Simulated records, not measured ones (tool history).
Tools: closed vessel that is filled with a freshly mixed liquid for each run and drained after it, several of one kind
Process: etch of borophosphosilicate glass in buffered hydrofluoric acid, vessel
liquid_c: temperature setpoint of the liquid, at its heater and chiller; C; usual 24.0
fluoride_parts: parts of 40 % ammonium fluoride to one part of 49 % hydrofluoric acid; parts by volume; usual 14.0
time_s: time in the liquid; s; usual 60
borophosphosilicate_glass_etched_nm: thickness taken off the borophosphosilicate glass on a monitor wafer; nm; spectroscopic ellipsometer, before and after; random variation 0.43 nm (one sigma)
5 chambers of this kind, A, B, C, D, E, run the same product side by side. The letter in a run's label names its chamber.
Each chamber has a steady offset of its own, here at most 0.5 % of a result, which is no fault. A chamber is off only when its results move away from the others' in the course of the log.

run   hour  liquid_c  fluoride_parts  time_s  hours since the thermometer was replaced  hours since the hydrofluoric acid flow meter was replaced  read-back film thickness of the borophosphosilicate glass reference wafer, read on the same gauge (nm)  borophosphosilicate_glass_etched_nm
 1B    8.7      24.0            14.0      60                                     593.5                                                      653.0                                                                                                  99.987                               53.035
 2E   21.1      24.0            14.0      60                                     546.3                                                     1134.5                                                                                                  99.990                               53.437
 3A   32.4      24.0            14.0      60                                     457.5                                                     1836.4                                                                                                 100.030                               53.695
 4C   40.3      24.0            14.0      60                                    1150.5                                                      773.3                                                                                                 100.010                               53.927
 5D   54.4      24.0            14.0      60                                    1539.1                                                     1339.7                                                                                                 100.010                               53.623
 6E   66.3      24.0            14.0      60                                     591.5                                                     1179.7                                                                                                 100.010                               54.585
 7B   76.5      24.0            14.0      60                                     661.3                                                      720.8                                                                                                  99.988                               53.235
 8A   89.5      24.0            14.0      60                                     514.6                                                     1893.5                                                                                                  99.986                               53.849
 9D   99.0      24.0            14.0      60                                    1583.7                                                     1384.3                                                                                                 100.000                               53.504
10C  111.3      24.0            14.0      60                                    1221.5                                                      844.3                                                                                                 100.010                               54.496
11C  119.3      24.0            17.5      80                                    1229.5                                                      852.3                                                                                                 100.000                               58.109
12D  134.6      24.0            17.5      80                                    1619.3                                                     1419.9                                                                                                  99.975                               56.414
     144.8  -- chamber C: thermometer replaced
13B  145.5      24.0            17.5      80                                     730.3                                                      789.8                                                                                                 100.060                               57.491
14E  152.8      24.0            17.5      80                                     678.0                                                     1266.2                                                                                                  99.981                               58.046
15A  167.5      24.0            17.5      80                                     592.6                                                     1971.5                                                                                                 100.010                               58.184
16A  183.1      24.0            14.0      60                                     608.2                                                     1987.1                                                                                                 100.010                               55.478
17B  193.1      24.0            14.0      60                                     777.9                                                      837.4                                                                                                 100.030                               54.060
18C  207.8      24.0            14.0      60                                      63.1                                                      940.8                                                                                                 100.010                               53.363
     213.3  -- chamber B: hydrofluoric acid flow meter replaced
19E  223.1      24.0            14.0      60                                     748.3                                                     1336.5                                                                                                 100.040                               54.520
20D  236.9      24.0            14.0      60                                    1721.6                                                     1522.2                                                                                                 100.020                               53.686
21A  248.3      24.0            14.0      60                                     673.4                                                     2052.3                                                                                                  99.993                               56.231
22C  260.3      21.5            11.5      60                                     115.6                                                      993.3                                                                                                  99.995                               57.257
23E  269.1      21.5            11.5      60                                     794.3                                                     1382.5                                                                                                 100.010                               56.700
24D  283.9      21.5            11.5      60                                    1768.6                                                     1569.2                                                                                                  99.978                               57.625
25B  292.5      21.5            11.5      60                                     877.3                                                       79.3                                                                                                  99.986                               57.163
26A  307.3      21.5            11.5      60                                     732.4                                                     2111.3                                                                                                 100.000                               60.090
27E  320.7      24.0            14.0      60                                     845.9                                                     1434.1                                                                                                 100.010                               54.153
     326.9  -- chamber D: hydrofluoric acid flow meter replaced
28B  333.1      28.0            14.0      60                                     917.9                                                      119.9                                                                                                  99.971                               65.573
29C  347.9      28.0            14.0      60                                     203.2                                                     1080.9                                                                                                  99.989                               66.540
30D  360.0      28.0            14.0      60                                    1844.7                                                       33.1                                                                                                  99.980                               66.056

Is one chamber off against the others, does the gauge drift, or is nothing wrong? If a chamber is off, say which, and what the likeliest cause is.

Chamber A drifts away from the others.
Cause: liquid hotter than its thermometer reads (K) = 1.34.
The log may not tell that from: hydrofluoric acid flow above the setpoint (%).

Here are 4 candidates for chamber A's next run, each the usual settings with a change, their results left as question marks. Which one brings its results back in line with what the others give on the usual settings?
In line means no further than this from the other chambers' mean on the usual settings: borophosphosilicate_glass_etched_nm 1.500 nm
31A-1  371.6      25.5            14.0      60                                                                                                                                                                                                                                                 ?
31A-2  371.6      24.5            13.5      65                                                                                                                                                                                                                                                 ?
31A-3  371.6      21.5            14.0      60                                                                                                                                                                                                                                                 ?
31A-4  371.6      24.0            14.0      55                                                                                                                                                                                                                                                 ?

The other chambers' mean on the usual settings: borophosphosilicate_glass_etched_nm 53.802 nm
  run  borophosphosilicate_glass_etched_nm
31A-1                               63.209
31A-2                               67.296
31A-3                               50.842
31A-4                               53.429
31A-4 brings the chamber back in line.
